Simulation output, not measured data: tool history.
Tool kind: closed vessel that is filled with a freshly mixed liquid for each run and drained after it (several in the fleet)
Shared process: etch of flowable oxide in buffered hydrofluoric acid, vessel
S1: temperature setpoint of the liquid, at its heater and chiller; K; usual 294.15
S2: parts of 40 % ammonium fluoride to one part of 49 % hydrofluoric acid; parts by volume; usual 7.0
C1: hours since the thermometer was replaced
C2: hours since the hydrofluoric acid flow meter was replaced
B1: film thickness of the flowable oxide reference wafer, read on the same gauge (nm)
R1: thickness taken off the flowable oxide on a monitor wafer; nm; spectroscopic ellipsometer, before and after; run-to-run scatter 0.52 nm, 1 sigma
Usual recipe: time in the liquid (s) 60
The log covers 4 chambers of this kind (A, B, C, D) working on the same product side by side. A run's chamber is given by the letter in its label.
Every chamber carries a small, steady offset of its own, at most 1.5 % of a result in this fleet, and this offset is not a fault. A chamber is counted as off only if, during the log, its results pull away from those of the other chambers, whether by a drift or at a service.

run 1C day=0.200 | S1=294.15 S2=7.0 time_in_the_liquid_(s)=60 | C1=1746.1 C2=1766.7 | B1=49.953 | R1=127.200
run 2D day=0.367 | S1=294.15 S2=7.0 time_in_the_liquid_(s)=60 | C1=865.2 C2=406.0 | B1=50.062 | R1=128.300
run 3A day=0.492 | S1=294.15 S2=7.0 time_in_the_liquid_(s)=60 | C1=103.6 C2=1250.0 | B1=49.938 | R1=126.090
run 4B day=0.675 | S1=294.15 S2=7.0 time_in_the_liquid_(s)=60 | C1=394.9 C2=47.9 | B1=50.024 | R1=127.410
run 5D day=0.779 | S1=294.15 S2=7.0 time_in_the_liquid_(s)=60 | C1=875.1 C2=415.9 | B1=49.998 | R1=128.450
run 6C day=0.925 | S1=294.15 S2=7.0 time_in_the_liquid_(s)=60 | C1=1763.5 C2=1784.1 | B1=49.973 | R1=125.360
run 7B day=1.088 | S1=294.15 S2=7.0 time_in_the_liquid_(s)=60 | C1=404.8 C2=57.8 | B1=50.019 | R1=127.080
run 8A day=1.288 | S1=290.15 S2=9.5 time_in_the_liquid_(s)=60 | C1=122.7 C2=1269.1 | B1=49.947 | R1=73.834
run 9C day=1.471 | S1=290.15 S2=9.5 time_in_the_liquid_(s)=60 | C1=1776.6 C2=1797.2 | B1=50.005 | R1=74.305
run 10D day=1.625 | S1=290.15 S2=9.5 time_in_the_liquid_(s)=60 | C1=895.4 C2=436.2 | B1=50.026 | R1=75.605
run 11B day=1.846 | S1=290.15 S2=9.5 time_in_the_liquid_(s)=60 | C1=423.0 C2=76.0 | B1=49.984 | R1=74.464
run 12A day=2.050 | S1=294.15 S2=7.0 time_in_the_liquid_(s)=60 | C1=141.0 C2=1287.4 | B1=50.010 | R1=126.880
run 13A day=2.162 | S1=294.15 S2=7.0 time_in_the_liquid_(s)=60 | C1=143.7 C2=1290.1 | B1=50.013 | R1=126.840
run 14D day=2.354 | S1=294.15 S2=7.0 time_in_the_liquid_(s)=60 | C1=912.9 C2=453.7 | B1=49.968 | R1=128.550
run 15B day=2.558 | S1=294.15 S2=7.0 time_in_the_liquid_(s)=60 | C1=440.1 C2=93.1 | B1=50.005 | R1=126.400
run 16C day=2.738 | S1=294.15 S2=7.0 time_in_the_liquid_(s)=60 | C1=1807.0 C2=1827.6 | B1=50.009 | R1=127.470
run 17D day=2.912 | S1=294.15 S2=7.0 time_in_the_liquid_(s)=60 | C1=926.3 C2=467.1 | B1=50.017 | R1=128.380
run 18C day=3.067 | S1=294.15 S2=7.0 time_in_the_liquid_(s)=60 | C1=1814.9 C2=1835.5 | B1=49.950 | R1=126.240
run 19B day=3.225 | S1=296.15 S2=7.0 time_in_the_liquid_(s)=40 | C1=456.1 C2=109.1 | B1=50.025 | R1=94.052
-- day=3.388 chamber B: thermometer replaced
run 20A day=3.388 | S1=296.15 S2=7.0 time_in_the_liquid_(s)=40 | C1=173.1 C2=1319.5 | B1=49.968 | R1=94.814
run 21A day=3.612 | S1=296.15 S2=7.0 time_in_the_liquid_(s)=40 | C1=178.5 C2=1324.9 | B1=49.997 | R1=93.890
run 22C day=3.788 | S1=296.15 S2=7.0 time_in_the_liquid_(s)=40 | C1=1832.2 C2=1852.8 | B1=49.975 | R1=93.368
run 23B day=3.996 | S1=294.15 S2=7.0 time_in_the_liquid_(s)=60 | C1=14.7 C2=127.6 | B1=50.049 | R1=127.760
run 24D day=4.104 | S1=294.15 S2=7.0 time_in_the_liquid_(s)=60 | C1=954.9 C2=495.7 | B1=49.989 | R1=127.590
run 25A day=4.258 | S1=294.15 S2=5.0 time_in_the_liquid_(s)=30 | C1=194.0 C2=1340.4 | B1=50.022 | R1=84.176
run 26D day=4.446 | S1=294.15 S2=5.0 time_in_the_liquid_(s)=30 | C1=963.1 C2=503.9 | B1=50.014 | R1=85.439
run 27B day=4.658 | S1=294.15 S2=5.0 time_in_the_liquid_(s)=30 | C1=30.6 C2=143.5 | B1=50.015 | R1=84.741
run 28C day=4.771 | S1=294.15 S2=5.0 time_in_the_liquid_(s)=30 | C1=1855.8 C2=1876.4 | B1=50.049 | R1=83.811
run 29B day=5.000 | S1=294.15 S2=8.5 time_in_the_liquid_(s)=90 | C1=38.8 C2=151.7 | B1=50.017 | R1=155.450
run 30A day=5.154 | S1=294.15 S2=8.5 time_in_the_liquid_(s)=90 | C1=215.5 C2=1361.9 | B1=50.016 | R1=154.560
run 31C day=5.304 | S1=294.15 S2=8.5 time_in_the_liquid_(s)=90 | C1=1868.6 C2=1889.2 | B1=50.039 | R1=154.180

Next, all 4 chambers run the settings below, one line each with question marks for the results. What does each chamber give?
run 32A day=5.467 | S1=296.15 S2=7.0 time_in_the_liquid_(s)=60 | R1=?
run 32B day=5.467 | S1=296.15 S2=7.0 time_in_the_liquid_(s)=60 | R1=?
run 32C day=5.467 | S1=296.15 S2=7.0 time_in_the_liquid_(s)=60 | R1=?
run 32D day=5.467 | S1=296.15 S2=7.0 time_in_the_liquid_(s)=60 | R1=?

run=32A R1=142.120
run=32B R1=141.690
run=32C R1=141.430
run=32D R1=143.020

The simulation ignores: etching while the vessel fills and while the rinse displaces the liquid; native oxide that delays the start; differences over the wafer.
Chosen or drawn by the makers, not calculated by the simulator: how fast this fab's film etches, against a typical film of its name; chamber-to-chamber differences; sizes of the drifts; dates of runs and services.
